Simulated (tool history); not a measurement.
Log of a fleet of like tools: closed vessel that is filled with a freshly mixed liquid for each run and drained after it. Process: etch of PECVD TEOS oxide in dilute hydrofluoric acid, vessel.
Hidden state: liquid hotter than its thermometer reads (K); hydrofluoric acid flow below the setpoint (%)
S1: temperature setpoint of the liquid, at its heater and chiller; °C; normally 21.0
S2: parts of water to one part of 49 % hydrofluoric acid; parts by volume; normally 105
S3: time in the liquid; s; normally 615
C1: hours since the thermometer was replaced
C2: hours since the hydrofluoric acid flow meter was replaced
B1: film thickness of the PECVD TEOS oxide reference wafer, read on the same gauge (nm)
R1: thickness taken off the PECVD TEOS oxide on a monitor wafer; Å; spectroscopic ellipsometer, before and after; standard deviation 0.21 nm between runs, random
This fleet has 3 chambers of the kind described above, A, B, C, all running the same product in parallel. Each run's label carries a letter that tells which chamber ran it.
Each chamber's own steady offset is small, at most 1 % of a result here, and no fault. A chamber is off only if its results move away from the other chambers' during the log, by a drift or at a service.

| run | hour | S1 | S2 | S3 | C1 | C2 | B1 | R1 |
|---|---|---|---|---|---|---|---|---|
| 1B | 5.7 | 21.0 | 105 | 615 | 222.0 | 341.0 | 120.00 | 439.16 |
| 2C | 15.2 | 21.0 | 105 | 615 | 399.7 | 1018.0 | 119.99 | 438.29 |
| 3A | 22.2 | 21.0 | 105 | 615 | 471.7 | 1274.5 | 120.00 | 439.85 |
| 4C | 34.5 | 21.0 | 105 | 615 | 419.0 | 1037.3 | 120.01 | 434.41 |
| 5A | 45.6 | 21.0 | 105 | 615 | 495.1 | 1297.9 | 119.99 | 441.49 |
| 6B | 54.9 | 21.0 | 105 | 615 | 271.2 | 390.2 | 119.99 | 441.82 |
| 7B | 64.4 | 21.0 | 105 | 615 | 280.7 | 399.7 | 120.01 | 444.46 |
| 8A | 70.8 | 21.0 | 105 | 615 | 520.3 | 1323.1 | 120.01 | 441.16 |
| 9C | 78.1 | 21.0 | 105 | 615 | 462.6 | 1080.9 | 120.02 | 438.26 |
| 10C | 87.0 | 21.0 | 105 | 615 | 471.5 | 1089.8 | 120.02 | 439.05 |
| 11B | 98.0 | 21.0 | 105 | 615 | 314.3 | 433.3 | 119.98 | 439.13 |
| 12A | 103.7 | 21.0 | 105 | 615 | 553.2 | 1356.0 | 120.01 | 442.69 |
| 13A | 110.6 | 21.0 | 105 | 615 | 560.1 | 1362.9 | 120.02 | 445.81 |
| 14C | 122.4 | 21.0 | 105 | 615 | 506.9 | 1125.2 | 120.00 | 441.88 |
| 15B | 131.3 | 21.0 | 105 | 615 | 347.6 | 466.6 | 119.99 | 442.39 |
|  | 135.8 | chamber C: hydrofluoric acid flow meter replaced |
| 16C | 143.8 | 21.0 | 105 | 615 | 528.3 | 8.1 | 120.02 | 436.19 |
| 17A | 154.3 | 21.0 | 105 | 615 | 603.8 | 1406.6 | 119.99 | 447.76 |
| 18B | 163.5 | 21.0 | 105 | 615 | 379.8 | 498.8 | 120.01 | 439.38 |
| 19C | 174.1 | 21.0 | 105 | 615 | 558.6 | 38.4 | 120.00 | 438.25 |
| 20B | 181.8 | 21.0 | 105 | 615 | 398.1 | 517.1 | 119.98 | 440.83 |
| 21A | 189.1 | 21.0 | 105 | 615 | 638.6 | 1441.4 | 120.01 | 454.36 |
|  | 190.6 | chamber A: hydrofluoric acid flow meter replaced |
| 22B | 199.0 | 21.0 | 105 | 615 | 415.3 | 534.3 | 119.98 | 440.86 |
| 23C | 209.1 | 25.5 | 125 | 615 | 593.6 | 73.4 | 120.00 | 426.95 |
| 24A | 215.5 | 25.5 | 125 | 615 | 665.0 | 24.9 | 120.01 | 446.70 |
| 25A | 222.6 | 25.5 | 125 | 615 | 672.1 | 32.0 | 119.98 | 444.27 |
| 26C | 228.5 | 23.5 | 75 | 615 | 613.0 | 92.8 | 119.98 | 704.84 |
| 27B | 234.4 | 23.5 | 75 | 615 | 450.7 | 569.7 | 120.02 | 700.75 |
| 28B | 241.0 | 23.5 | 75 | 615 | 457.3 | 576.3 | 120.00 | 701.73 |
| 29A | 253.3 | 21.0 | 105 | 480 | 702.8 | 62.7 | 120.00 | 359.63 |
| 30C | 259.4 | 21.0 | 105 | 480 | 643.9 | 123.7 | 120.00 | 341.75 |
| 31A | 267.0 | 21.0 | 105 | 480 | 716.5 | 76.4 | 119.98 | 362.09 |
| 32C | 277.5 | 21.0 | 105 | 615 | 662.0 | 141.8 | 119.99 | 441.37 |

Each of the 3 chambers runs these same settings next. Fill in every chamber's results:
| 33A | 286.6 | 21.0 | 105 | 975 |  |  |  | ? |
| 33B | 286.6 | 21.0 | 105 | 975 |  |  |  | ? |
| 33C | 286.6 | 21.0 | 105 | 975 |  |  |  | ? |

| run | R1 |
|---|---|
| 33A | 735.70 |
| 33B | 696.81 |
| 33C | 691.39 |
